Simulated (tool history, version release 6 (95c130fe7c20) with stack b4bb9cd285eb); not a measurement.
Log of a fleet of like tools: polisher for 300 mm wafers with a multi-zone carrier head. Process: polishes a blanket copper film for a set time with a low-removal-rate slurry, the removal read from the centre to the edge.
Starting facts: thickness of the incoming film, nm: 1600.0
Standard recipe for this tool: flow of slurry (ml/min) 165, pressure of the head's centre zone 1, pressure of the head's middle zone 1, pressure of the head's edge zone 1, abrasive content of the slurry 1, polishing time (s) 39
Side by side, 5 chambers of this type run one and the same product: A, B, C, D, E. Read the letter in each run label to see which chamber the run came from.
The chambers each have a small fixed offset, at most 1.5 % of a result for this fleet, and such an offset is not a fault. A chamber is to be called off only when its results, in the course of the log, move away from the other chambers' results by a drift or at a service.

run     day  flow of slurry (ml/min)  pressure of the head's centre zone  pressure of the head's middle zone  pressure of the head's edge zone  abrasive content of the slurry  polishing time (s)  wafers polished on this pad  hours since the slurry nozzle was cleaned  hours since the centre zone pressure was calibrated  hours since the edge zone pressure was calibrated  film removed at the wafer's centre (angstrom)  film removed at mid-radius (angstrom)  film removed at the wafer's edge (angstrom)
      0.171  -- chamber A: worn pad replaced by a new one
 1D   0.446                      165                                   1                                   1                                 1                               1                  39                          162                                      252.1                                                408.3                                              285.1                                          741.4                                 740.05                                       756.76
 2B   0.904                      165                                   1                                   1                                 1                               1                  39                         1384                                      151.9                                                279.4                                              880.3                                         772.35                                 752.58                                       766.22
      1.092  -- chamber B: worn pad replaced by a new one
 3C   1.425                      165                                   1                                   1                                 1                               1                  39                          732                                       54.9                                                199.3                                              371.4                                         737.11                                 746.93                                       743.77
 4E   1.825                      165                                   1                                   1                                 1                               1                  39                          709                                      279.9                                                806.4                                              204.2                                         758.32                                 751.12                                       731.84
      1.879  -- chamber C: worn pad replaced by a new one
 5A   2.275                      165                                   1                                   1                                 1                               1                  39                          621                                        150                                                826.6                                               55.7                                            756                                 757.19                                       751.39
 6B   2.829                      165                                   1                                   1                                 1                               1                  39                          514                                      198.1                                                325.6                                              926.5                                         754.47                                 750.42                                       761.97
      2.904  -- chamber E: worn pad replaced by a new one
 7C    3.25                      165                                   1                                   1                              1.06                               1                  39                          406                                       98.7                                                243.1                                              415.2                                         744.35                                 758.54                                       790.08
      3.675  -- chamber D: worn pad replaced by a new one
 8A   3.742                      165                                   1                                   1                              1.06                               1                  39                         1054                                      185.2                                                861.8                                               90.9                                         748.63                                 758.25                                       768.28
      4.129  -- chamber A: worn pad replaced by a new one
 9D   4.275                      165                                   1                                   1                              1.06                               1                  39                          178                                        344                                                500.2                                                377                                         729.04                                 741.82                                       771.93
      4.308  -- chamber A: slurry nozzle cleaned
10E   4.546                      165                                   1                                   1                              1.06                               1                  39                          485                                      345.2                                                871.7                                              269.5                                         767.75                                 754.07                                       763.56
11B   4.979                      165                                   1                                   1                              1.06                               1                  39                         1149                                      249.7                                                377.2                                              978.1                                         746.94                                 748.87                                       791.95
12A   5.267                      165                                   1                                   1                                 1                               1                  39                          336                                         23                                                898.4                                              127.5                                         763.87                                 759.19                                        742.3
      5.367  -- chamber B: worn pad replaced by a new one
      5.425  -- chamber C: worn pad replaced by a new one
13D   5.596                      165                                   1                                   1                                 1                               1                  39                          568                                      375.7                                                531.9                                              408.7                                         752.54                                 746.99                                       751.73
14E   5.975                      165                                   1                                   1                                 1                               1                  39                          907                                      379.5                                                  906                                              303.8                                         754.85                                  760.7                                       739.75
      6.083  -- chamber B: edge zone pressure recalibrated
      6.096  -- chamber E: worn pad replaced by a new one
15C   6.275                      165                                   1                                   1                                 1                               1                  39                          252                                      171.3                                                315.7                                              487.8                                          731.3                                 742.54                                        746.5
16A   6.762                      165                                   1                                   1                                 1                             0.7                  39                          778                                       58.9                                                934.3                                              163.4                                         702.27                                 696.06                                       691.13
      7.238  -- chamber D: worn pad replaced by a new one
17C   7.296                      165                                   1                                   1                                 1                             0.7                  39                          553                                      195.8                                                340.2                                              512.3                                         692.69                                 691.64                                       701.75
      7.375  -- chamber D: edge zone pressure recalibrated
      7.567  -- chamber A: worn pad replaced by a new one
18E   7.758                      165                                   1                                   1                                 1                             0.7                  39                          491                                      422.3                                                948.8                                              346.6                                         703.44                                 698.08                                       699.65
19B   8.104                      165                                   1                                   1                                 1                             0.7                  39                          808                                      324.7                                                452.2                                               48.5                                         698.34                                 697.66                                       714.99
      8.154  -- chamber C: worn pad replaced by a new one
20D   8.688                      165                                   1                                   1                                 1                             0.7                  39                          428                                      449.9                                                606.1                                               31.5                                         700.22                                 694.75                                        699.1
21B   8.971                      165                                   1                                   1                                 1                               1                  39                         1064                                      345.5                                                  473                                               69.3                                         760.97                                 755.37                                       757.18
      9.104  -- chamber C: edge zone pressure recalibrated
      9.375  -- chamber E: worn pad replaced by a new one
22E   9.525                      165                                   1                                   1                              0.92                               1                  39                           45                                      464.7                                                991.2                                                389                                         760.01                                 761.29                                       714.38
23C   9.938                      165                                   1                                   1                              0.92                               1                  39                          527                                      259.2                                                403.6                                                 20                                         742.52                                  753.1                                        728.1
      9.946  -- chamber E: slurry nozzle cleaned
     10.229  -- chamber B: worn pad replaced by a new one
24A  10.492                      165                                   1                                   1                              0.92                               1                  39                          865                                      148.4                                               1023.8                                              252.9                                          757.1                                 761.18                                       722.46
     10.992  -- chamber A: worn pad replaced by a new one
     11.062  -- chamber D: worn pad replaced by a new one
25D  11.083                      165                                   1                                   1                              0.92                               1                  39                            6                                      507.4                                                663.6                                                 89                                         776.87                                 739.03                                       727.52
     11.117  -- chamber C: worn pad replaced by a new one
     11.467  -- chamber D: slurry nozzle cleaned
26C  11.642                      165                                   1                                   1                              0.92                               1                  39                          156                                      300.1                                                444.5                                               60.9                                         737.93                                 752.43                                       730.22
27D  11.933                      165                                   1                                   1                                 1                               1                  39                          257                                       11.3                                                  684                                              109.4                                          780.6                                 752.15                                        761.7
28A    12.5                      165                                   1                                   1                                 1                               1                  39                          445                                      196.6                                                 1072                                              301.1                                         751.92                                 759.67                                       746.74
     12.717  -- chamber E: worn pad replaced by a new one
29B  12.775                      165                                   1                                   1                                 1                               1                  39                          753                                      436.8                                                564.3                                              160.6                                         739.53                                 740.63                                       757.91
     12.925  -- chamber A: slurry nozzle cleaned
30E  13.208                      165                                   1                                   1                                 1                               1                  39                          145                                       78.3                                               1079.6                                              477.4                                         776.67                                 744.37                                       747.66
31A  13.583                      165                                   1                                   1                                 1                               1                  39                          765                                       15.9                                                 1098                                              327.1                                         752.87                                 760.48                                       752.99
32E  14.175                      165                                   1                                   1                                 1                               1                  39                          431                                      101.5                                               1102.8                                              500.6                                         746.69                                 757.24                                       748.55
      14.25  -- chamber B: worn pad replaced by a new one
     14.492  -- chamber D: worn pad replaced by a new one
33C  14.604                      165                                0.95                                1.07                                 1                               1                  39                         1031                                      371.2                                                515.6                                                132                                         686.91                                 798.53                                       742.47
     14.696  -- chamber B: slurry nozzle cleaned
34B  14.988                      165                                0.95                                1.07                                 1                               1                  39                          218                                          7                                                617.4                                              213.7                                         704.07                                 804.34                                        768.7
35D  15.471                      165                                0.95                                1.07                                 1                               1                  39                          289                                       96.2                                                768.9                                              194.3                                         750.08                                 792.26                                       753.11

Does one chamber stand apart from the rest, does the shared gauge drift, or is all well apart from small per-chamber offsets? Give the chamber and the most likely cause, where there is one.

One chamber, D, drifts off from the rest bit by bit.
What lies behind it: centre zone's pressure above its setpoint, % = 6.47.

Here are 4 candidates for chamber D's next run, each the usual settings with a change, their results left as question marks. Which one brings its results back in line with what the others give on the usual settings?
To be in line, a result may differ from the other chambers' mean on the usual settings by at most: film removed at the wafer's centre (angstrom) 31; film removed at mid-radius (angstrom) 24; film removed at the wafer's edge (angstrom) 24
36D-1  15.9                      160                                 0.9                                1.06                              1.01                               1                  39                                                                                                                                                                                                                              ?                                      ?                                            ?
36D-2  15.9                      170                                1.05                                0.97                              0.99                               1                  39                                                                                                                                                                                                                              ?                                      ?                                            ?
36D-3  15.9                      160                                0.95                                1.03                              1.01                               1                  39                                                                                                                                                                                                                              ?                                      ?                                            ?
36D-4  15.9                      170                                1.11                                0.94                              0.98                               1                  40                                                                                                                                                                                                                              ?                                      ?                                            ?

Average result of the remaining chambers running the usual settings: film removed at the wafer's centre (angstrom) 750; film removed at mid-radius (angstrom) 754.52; film removed at the wafer's edge (angstrom) 751.75
  run  film removed at the wafer's centre (angstrom)  film removed at mid-radius (angstrom)  film removed at the wafer's edge (angstrom)
36D-1                                         705.38                                  779.3                                       758.62
36D-2                                         844.34                                 725.63                                       757.51
36D-3                                         748.35                                 758.81                                       758.94
36D-4                                         919.48                                    723                                       773.15
Change 36D-3 lands the chamber within the allowed miss of the other chambers.
